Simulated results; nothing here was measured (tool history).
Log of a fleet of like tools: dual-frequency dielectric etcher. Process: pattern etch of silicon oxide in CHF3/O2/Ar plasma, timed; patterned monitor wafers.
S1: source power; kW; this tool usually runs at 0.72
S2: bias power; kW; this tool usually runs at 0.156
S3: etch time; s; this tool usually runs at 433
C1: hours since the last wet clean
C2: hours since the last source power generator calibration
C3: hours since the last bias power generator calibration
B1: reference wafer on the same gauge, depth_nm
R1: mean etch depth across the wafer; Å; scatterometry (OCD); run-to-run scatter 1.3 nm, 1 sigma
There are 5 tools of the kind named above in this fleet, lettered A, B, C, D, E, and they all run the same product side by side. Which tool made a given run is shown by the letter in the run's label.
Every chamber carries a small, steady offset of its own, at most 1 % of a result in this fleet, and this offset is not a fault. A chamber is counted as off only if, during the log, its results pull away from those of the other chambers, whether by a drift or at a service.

Run 1D, hour 10.2: usual settings; C1 298.7; C2 3545; C3 2935.2; B1 860.91. Result: R1 8801.9 Å.
Run 2B, hour 19.1: usual settings; C1 255.3; C2 1549; C3 1492.5; B1 860.72. Result: R1 8779.9 Å.
Run 3E, hour 31.4: usual settings; C1 321.4; C2 1677.9; C3 3217.5; B1 860.79. Result: R1 8800.5 Å.
Run 4A, hour 39.1: usual settings; C1 215.4; C2 2580.2; C3 1568.3; B1 860.67. Result: R1 8819.3 Å.
Run 5C, hour 46: usual settings; C1 502.5; C2 1888.1; C3 1084.4; B1 860.73. Result: R1 8681.9 Å.
Run 6A, hour 60.3: usual settings but S3 330 s; C1 236.6; C2 2601.4; C3 1589.5; B1 859.83. Result: R1 6722.1 Å.
Run 7D, hour 67.2: usual settings but S3 330 s; C1 355.7; C2 3602; C3 2992.2; B1 860.19. Result: R1 6687.5 Å.
Run 8B, hour 78.5: usual settings but S3 330 s; C1 314.7; C2 1608.4; C3 1551.9; B1 859.66. Result: R1 6686.8 Å.
At hour 78.6: chamber C: wet clean of the chamber.
Run 9C, hour 91.3: usual settings but S3 330 s; C1 12.7; C2 1933.4; C3 1129.7; B1 860.13. Result: R1 6618.2 Å.
Run 10E, hour 101.6: usual settings but S3 330 s; C1 391.6; C2 1748.1; C3 3287.7; B1 859.72. Result: R1 6700.1 Å.
Run 11B, hour 108.5: usual settings; C1 344.7; C2 1638.4; C3 1581.9; B1 859.54. Result: R1 8758.6 Å.
Run 12C, hour 120.5: usual settings but S1 0.87 kW, S2 0.187 kW; C1 41.9; C2 1962.6; C3 1158.9; B1 859.53. Result: R1 9915.8 Å.
Run 13A, hour 129.2: usual settings but S1 0.87 kW, S2 0.187 kW; C1 305.5; C2 2670.3; C3 1658.4; B1 859.44. Result: R1 10041 Å.
Run 14D, hour 140.1: usual settings but S1 0.87 kW, S2 0.187 kW; C1 428.6; C2 3674.9; C3 3065.1; B1 859.1. Result: R1 10023 Å.
At hour 144.5: chamber B: bias power generator calibrated.
Run 15E, hour 148.7: usual settings but S1 0.87 kW, S2 0.187 kW; C1 438.7; C2 1795.2; C3 3334.8; B1 859.09. Result: R1 10034 Å.
Run 16E, hour 164: usual settings but S1 0.87 kW, S2 0.187 kW; C1 454; C2 1810.5; C3 3350.1; B1 858.61. Result: R1 10029 Å.
Run 17A, hour 175.7: usual settings but S1 0.82 kW, S3 369 s; C1 352; C2 2716.8; C3 1704.9; B1 858.89. Result: R1 7885 Å.
Run 18D, hour 184.1: usual settings but S1 0.82 kW, S3 369 s; C1 472.6; C2 3718.9; C3 3109.1; B1 858.67. Result: R1 7852.2 Å.
At hour 189.9: chamber E: wet clean of the chamber.
Run 19B, hour 195: usual settings but S1 0.82 kW, S3 369 s; C1 431.2; C2 1724.9; C3 50.5; B1 858.64. Result: R1 7824.5 Å.
At hour 206: chamber A: wet clean of the chamber.
Run 20C, hour 209.2: usual settings but S1 0.82 kW, S3 369 s; C1 130.6; C2 2051.3; C3 1247.6; B1 858.24. Result: R1 7751.2 Å.
Run 21A, hour 224.4: usual settings but S1 0.82 kW, S3 369 s; C1 18.4; C2 2765.5; C3 1753.6; B1 857.75. Result: R1 7874.5 Å.
At hour 231.4: chamber C: source power generator calibrated.
Run 22C, hour 236.7: usual settings; C1 158.1; C2 5.3; C3 1275.1; B1 857.58. Result: R1 8655.3 Å.
Run 23E, hour 249.1: usual settings; C1 59.2; C2 1895.6; C3 3435.2; B1 857.87. Result: R1 8778.4 Å.
Run 24D, hour 257.6: usual settings; C1 546.1; C2 3792.4; C3 3182.6; B1 857.49. Result: R1 8754.4 Å.
Run 25B, hour 265.7: usual settings but S2 0.131 kW, S3 485 s; C1 501.9; C2 1795.6; C3 121.2; B1 857.57. Result: R1 9269.7 Å.
Run 26D, hour 279.7: usual settings but S2 0.131 kW, S3 485 s; C1 568.2; C2 3814.5; C3 3204.7; B1 857.04. Result: R1 9296.6 Å.
Run 27B, hour 287.3: usual settings but S2 0.131 kW, S3 485 s; C1 523.5; C2 1817.2; C3 142.8; B1 857.58. Result: R1 9260.3 Å.
Run 28E, hour 297.7: usual settings but S2 0.131 kW, S3 485 s; C1 107.8; C2 1944.2; C3 3483.8; B1 857.05. Result: R1 9295 Å.
Run 29A, hour 309.6: usual settings but S2 0.131 kW, S3 485 s; C1 103.6; C2 2850.7; C3 1838.8; B1 856.64. Result: R1 9324 Å.
At hour 315.3: chamber D: wet clean of the chamber.
Run 30C, hour 322.6: usual settings; C1 244; C2 91.2; C3 1361; B1 856.78. Result: R1 8627.7 Å.
Run 31A, hour 336.5: usual settings; C1 130.5; C2 2877.6; C3 1865.7; B1 856.19. Result: R1 8774.9 Å.
Run 32D, hour 345.2: usual settings; C1 30; C2 3880; C3 3270.2; B1 856.55. Result: R1 8752.3 Å.
Run 33E, hour 352.8: usual settings; C1 162.9; C2 1999.3; C3 3538.9; B1 856.22. Result: R1 8752.7 Å.
Run 34C, hour 363.4: usual settings; C1 284.8; C2 132; C3 1401.8; B1 856.32. Result: R1 8616 Å.
Run 35B, hour 375.2: usual settings; C1 611.4; C2 1905.1; C3 230.7; B1 856.01. Result: R1 8723.7 Å.
Run 36D, hour 390: usual settings; C1 74.8; C2 3924.8; C3 3315; B1 855.93. Result: R1 8772.1 Å.

The same settings go to every chamber for the next run, one line per chamber below. Forecast the results for each:
Run 37A, hour 401.3: usual settings. Result: R1 ?.
Run 37B, hour 401.3: usual settings. Result: R1 ?.
Run 37C, hour 401.3: usual settings. Result: R1 ?.
Run 37D, hour 401.3: usual settings. Result: R1 ?.
Run 37E, hour 401.3: usual settings. Result: R1 ?.

run      R1
37A  8776.8
37B  8697.4
37C  8631.3
37D  8734.1
37E    8770
